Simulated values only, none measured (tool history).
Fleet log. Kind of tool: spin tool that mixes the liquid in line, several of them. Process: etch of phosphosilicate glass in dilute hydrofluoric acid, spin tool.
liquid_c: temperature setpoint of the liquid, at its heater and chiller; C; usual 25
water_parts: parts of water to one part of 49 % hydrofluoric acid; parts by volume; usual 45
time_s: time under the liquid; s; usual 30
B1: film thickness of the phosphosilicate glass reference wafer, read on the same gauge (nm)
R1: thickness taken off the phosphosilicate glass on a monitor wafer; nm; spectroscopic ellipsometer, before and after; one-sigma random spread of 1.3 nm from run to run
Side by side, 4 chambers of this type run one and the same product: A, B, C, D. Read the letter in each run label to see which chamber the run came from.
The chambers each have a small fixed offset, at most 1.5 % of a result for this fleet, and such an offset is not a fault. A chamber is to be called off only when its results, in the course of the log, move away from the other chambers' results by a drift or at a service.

{"run": "1C", "hour": 10.5, "liquid_c": 25, "water_parts": 45, "time_s": 30, "B1": 110.03, "R1": 149.98}
{"run": "2D", "hour": 19.3, "liquid_c": 25, "water_parts": 45, "time_s": 30, "B1": 109.97, "R1": 151.54}
{"run": "3A", "hour": 33.7, "liquid_c": 25, "water_parts": 45, "time_s": 30, "B1": 110.01, "R1": 151.04}
{"run": "4B", "hour": 41.7, "liquid_c": 25, "water_parts": 45, "time_s": 30, "B1": 110.0, "R1": 150.44}
{"run": "5C", "hour": 55.1, "liquid_c": 25, "water_parts": 45, "time_s": 30, "B1": 109.96, "R1": 149.84}
{"run": "6D", "hour": 68.5, "liquid_c": 25, "water_parts": 45, "time_s": 45, "B1": 110.0, "R1": 225.99}
{"hour": 70.5, "done": "chamber A: thermometer replaced"}
{"run": "7A", "hour": 76.5, "liquid_c": 25, "water_parts": 45, "time_s": 45, "B1": 110.05, "R1": 226.28}
{"run": "8B", "hour": 84.1, "liquid_c": 25, "water_parts": 45, "time_s": 45, "B1": 109.97, "R1": 229.71}
{"run": "9D", "hour": 90.9, "liquid_c": 25, "water_parts": 45, "time_s": 45, "B1": 110.0, "R1": 224.11}
{"run": "10A", "hour": 99.5, "liquid_c": 25, "water_parts": 45, "time_s": 30, "B1": 110.04, "R1": 150.59}
{"run": "11C", "hour": 110.2, "liquid_c": 25, "water_parts": 45, "time_s": 30, "B1": 109.96, "R1": 149.4}
{"run": "12B", "hour": 116.9, "liquid_c": 25, "water_parts": 45, "time_s": 30, "B1": 110.03, "R1": 150.6}
{"run": "13A", "hour": 131.6, "liquid_c": 25, "water_parts": 45, "time_s": 30, "B1": 110.02, "R1": 154.26}
{"run": "14B", "hour": 142.9, "liquid_c": 25, "water_parts": 45, "time_s": 30, "B1": 110.01, "R1": 149.92}
{"run": "15C", "hour": 153.3, "liquid_c": 25, "water_parts": 45, "time_s": 30, "B1": 109.98, "R1": 149.37}
{"run": "16D", "hour": 165.3, "liquid_c": 25, "water_parts": 55, "time_s": 20, "B1": 110.01, "R1": 82.195}
{"run": "17A", "hour": 173.6, "liquid_c": 25, "water_parts": 55, "time_s": 20, "B1": 110.03, "R1": 81.246}
{"run": "18B", "hour": 181.9, "liquid_c": 25, "water_parts": 55, "time_s": 20, "B1": 110.0, "R1": 79.996}
{"run": "19C", "hour": 195.3, "liquid_c": 25, "water_parts": 55, "time_s": 20, "B1": 110.02, "R1": 80.574}
{"run": "20D", "hour": 202.9, "liquid_c": 25, "water_parts": 45, "time_s": 30, "B1": 109.99, "R1": 154.43}
{"run": "21A", "hour": 213.6, "liquid_c": 25, "water_parts": 45, "time_s": 30, "B1": 109.99, "R1": 151.24}
{"run": "22B", "hour": 223.3, "liquid_c": 25, "water_parts": 45, "time_s": 30, "B1": 109.97, "R1": 151.23}
{"run": "23D", "hour": 236.3, "liquid_c": 25, "water_parts": 45, "time_s": 30, "B1": 110.02, "R1": 154.08}
{"run": "24C", "hour": 245.9, "liquid_c": 25, "water_parts": 45, "time_s": 30, "B1": 109.99, "R1": 150.61}
{"run": "25D", "hour": 255.4, "liquid_c": 25, "water_parts": 45, "time_s": 30, "B1": 109.95, "R1": 158.03}
{"run": "26A", "hour": 265.1, "liquid_c": 25, "water_parts": 45, "time_s": 30, "B1": 110.0, "R1": 152.17}
{"run": "27C", "hour": 279.1, "liquid_c": 25, "water_parts": 45, "time_s": 30, "B1": 109.98, "R1": 148.8}
{"run": "28B", "hour": 290.4, "liquid_c": 25, "water_parts": 45, "time_s": 30, "B1": 110.01, "R1": 148.18}
{"run": "29C", "hour": 299.2, "liquid_c": 27, "water_parts": 45, "time_s": 15, "B1": 109.95, "R1": 80.715}
{"run": "30D", "hour": 308.2, "liquid_c": 27, "water_parts": 45, "time_s": 15, "B1": 109.97, "R1": 85.855}
{"run": "31B", "hour": 317.8, "liquid_c": 27, "water_parts": 45, "time_s": 15, "B1": 109.97, "R1": 80.945}
{"run": "32A", "hour": 324.3, "liquid_c": 27, "water_parts": 45, "time_s": 15, "B1": 110.0, "R1": 81.228}
{"hour": 336.4, "done": "chamber C: thermometer replaced"}
{"run": "33A", "hour": 337.5, "liquid_c": 25, "water_parts": 45, "time_s": 30, "B1": 110.05, "R1": 151.56}
{"run": "34C", "hour": 349.8, "liquid_c": 25, "water_parts": 45, "time_s": 30, "B1": 110.0, "R1": 149.02}
{"run": "35B", "hour": 362.7, "liquid_c": 25, "water_parts": 45, "time_s": 30, "B1": 109.99, "R1": 151.05}
{"run": "36D", "hour": 372.1, "liquid_c": 25, "water_parts": 45, "time_s": 30, "B1": 110.03, "R1": 157.76}
{"run": "37A", "hour": 383.1, "liquid_c": 25, "water_parts": 45, "time_s": 30, "B1": 110.01, "R1": 150.87}
{"run": "38B", "hour": 390.4, "liquid_c": 25, "water_parts": 45, "time_s": 30, "B1": 110.02, "R1": 147.41}
{"run": "39D", "hour": 399.7, "liquid_c": 25, "water_parts": 45, "time_s": 30, "B1": 109.96, "R1": 158.59}

All chambers now run identical settings, listed one chamber a line with results as question marks. What results will each chamber show?
{"run": "40A", "hour": 410.2, "liquid_c": 27, "water_parts": 45, "time_s": 30, "R1": "?"}
{"run": "40B", "hour": 410.2, "liquid_c": 27, "water_parts": 45, "time_s": 30, "R1": "?"}
{"run": "40C", "hour": 410.2, "liquid_c": 27, "water_parts": 45, "time_s": 30, "R1": "?"}
{"run": "40D", "hour": 410.2, "liquid_c": 27, "water_parts": 45, "time_s": 30, "R1": "?"}

run=40A R1=162.960
run=40B R1=161.820
run=40C R1=163.830
run=40D R1=169.130

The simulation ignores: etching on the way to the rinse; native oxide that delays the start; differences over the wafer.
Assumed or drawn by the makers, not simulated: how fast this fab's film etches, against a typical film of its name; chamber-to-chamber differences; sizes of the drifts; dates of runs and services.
